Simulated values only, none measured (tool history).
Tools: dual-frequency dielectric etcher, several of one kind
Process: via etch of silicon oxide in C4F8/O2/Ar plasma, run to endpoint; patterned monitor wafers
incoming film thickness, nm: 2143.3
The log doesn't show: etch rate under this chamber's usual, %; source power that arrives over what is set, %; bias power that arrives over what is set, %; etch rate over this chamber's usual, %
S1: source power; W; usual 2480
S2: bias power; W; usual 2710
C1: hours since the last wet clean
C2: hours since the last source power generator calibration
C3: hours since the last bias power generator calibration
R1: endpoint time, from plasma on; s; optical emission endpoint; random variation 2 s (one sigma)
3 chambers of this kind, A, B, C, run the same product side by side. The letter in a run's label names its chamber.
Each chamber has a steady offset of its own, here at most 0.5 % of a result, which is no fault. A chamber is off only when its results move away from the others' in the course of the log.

run 1B hour=3.6 | S1=2480 S2=2710 | C1=406.0 C2=870.4 C3=735.5 | R1=352.87
run 2C hour=6.8 | S1=2480 S2=2710 | C1=413.9 C2=757.2 C3=3322.1 | R1=355.12
-- hour=10.6 chamber A: wet clean of the chamber
run 3A hour=11.1 | S1=2480 S2=2710 | C1=0.5 C2=1097.8 C3=70.0 | R1=354.65
run 4B hour=15.4 | S1=2480 S2=2710 | C1=417.8 C2=882.2 C3=747.3 | R1=353.52
run 5C hour=21.5 | S1=2480 S2=2710 | C1=428.6 C2=771.9 C3=3336.8 | R1=356.80
run 6A hour=25.3 | S1=2480 S2=2710 | C1=14.7 C2=1112.0 C3=84.2 | R1=357.02
run 7A hour=31.2 | S1=2480 S2=2710 | C1=20.6 C2=1117.9 C3=90.1 | R1=358.51
run 8B hour=35.1 | S1=2480 S2=2710 | C1=437.5 C2=901.9 C3=767.0 | R1=355.79
run 9C hour=39.6 | S1=2480 S2=2710 | C1=446.7 C2=790.0 C3=3354.9 | R1=353.68
run 10C hour=44.1 | S1=2480 S2=2710 | C1=451.2 C2=794.5 C3=3359.4 | R1=355.24
run 11B hour=49.7 | S1=2480 S2=2710 | C1=452.1 C2=916.5 C3=781.6 | R1=352.54
run 12A hour=53.5 | S1=2480 S2=2710 | C1=42.9 C2=1140.2 C3=112.4 | R1=354.52
run 13B hour=59.3 | S1=2480 S2=2710 | C1=461.7 C2=926.1 C3=791.2 | R1=356.15
run 14C hour=64.8 | S1=2480 S2=2710 | C1=471.9 C2=815.2 C3=3380.1 | R1=354.86
run 15A hour=69.3 | S1=2480 S2=2710 | C1=58.7 C2=1156.0 C3=128.2 | R1=356.63
run 16A hour=73.2 | S1=2480 S2=2710 | C1=62.6 C2=1159.9 C3=132.1 | R1=358.90
run 17B hour=77.6 | S1=2480 S2=2710 | C1=480.0 C2=944.4 C3=809.5 | R1=352.03
-- hour=83.3 chamber C: wet clean of the chamber
run 18C hour=83.5 | S1=2170 S2=2459 | C1=0.3 C2=833.9 C3=3398.8 | R1=400.55
run 19B hour=89.7 | S1=2170 S2=2459 | C1=492.1 C2=956.5 C3=821.6 | R1=385.26
run 20A hour=92.6 | S1=2170 S2=2459 | C1=82.0 C2=1179.3 C3=151.5 | R1=384.66
run 21C hour=97.5 | S1=2480 S2=2710 | C1=14.3 C2=847.9 C3=3412.8 | R1=368.10
run 22A hour=103.7 | S1=2480 S2=2710 | C1=93.1 C2=1190.4 C3=162.6 | R1=352.82
run 23B hour=108.2 | S1=2480 S2=2710 | C1=510.6 C2=975.0 C3=840.1 | R1=353.09
run 24C hour=113.5 | S1=2480 S2=2710 | C1=30.3 C2=863.9 C3=3428.8 | R1=367.25
run 25B hour=117.7 | S1=2480 S2=2710 | C1=520.1 C2=984.5 C3=849.6 | R1=356.56
run 26A hour=123.8 | S1=2480 S2=2710 | C1=113.2 C2=1210.5 C3=182.7 | R1=356.10
run 27C hour=127.2 | S1=2480 S2=2710 | C1=44.0 C2=877.6 C3=3442.5 | R1=367.25
run 28B hour=131.5 | S1=2480 S2=2710 | C1=533.9 C2=998.3 C3=863.4 | R1=356.49
run 29C hour=134.8 | S1=2480 S2=2710 | C1=51.6 C2=885.2 C3=3450.1 | R1=370.56
run 30A hour=137.8 | S1=2480 S2=2710 | C1=127.2 C2=1224.5 C3=196.7 | R1=355.21
run 31C hour=141.9 | S1=2480 S2=2710 | C1=58.7 C2=892.3 C3=3457.2 | R1=366.83
run 32B hour=147.4 | S1=2480 S2=2710 | C1=549.8 C2=1014.2 C3=879.3 | R1=354.83
run 33A hour=151.2 | S1=2480 S2=2710 | C1=140.6 C2=1237.9 C3=210.1 | R1=354.19
run 34C hour=156.8 | S1=2480 S2=2710 | C1=73.6 C2=907.2 C3=3472.1 | R1=366.04
run 35A hour=159.8 | S1=2480 S2=2710 | C1=149.2 C2=1246.5 C3=218.7 | R1=356.21
run 36B hour=163.9 | S1=2480 S2=2710 | C1=566.3 C2=1030.7 C3=895.8 | R1=354.09
-- hour=168.1 chamber B: wet clean of the chamber
run 37C hour=170.0 | S1=2480 S2=2710 | C1=86.8 C2=920.4 C3=3485.3 | R1=367.33
run 38B hour=174.8 | S1=2480 S2=2710 | C1=6.7 C2=1041.6 C3=906.7 | R1=355.76
run 39A hour=177.6 | S1=2480 S2=2710 | C1=167.0 C2=1264.3 C3=236.5 | R1=357.90
run 40C hour=183.4 | S1=2480 S2=2710 | C1=100.2 C2=933.8 C3=3498.7 | R1=372.14

All 3 chambers run these settings next. Forecast each chamber's results:
run 41A hour=187.9 | S1=2480 S2=2710 | R1=?
run 41B hour=187.9 | S1=2480 S2=2710 | R1=?
run 41C hour=187.9 | S1=2480 S2=2710 | R1=?

run=41A R1=356.81
run=41B R1=356.30
run=41C R1=368.98

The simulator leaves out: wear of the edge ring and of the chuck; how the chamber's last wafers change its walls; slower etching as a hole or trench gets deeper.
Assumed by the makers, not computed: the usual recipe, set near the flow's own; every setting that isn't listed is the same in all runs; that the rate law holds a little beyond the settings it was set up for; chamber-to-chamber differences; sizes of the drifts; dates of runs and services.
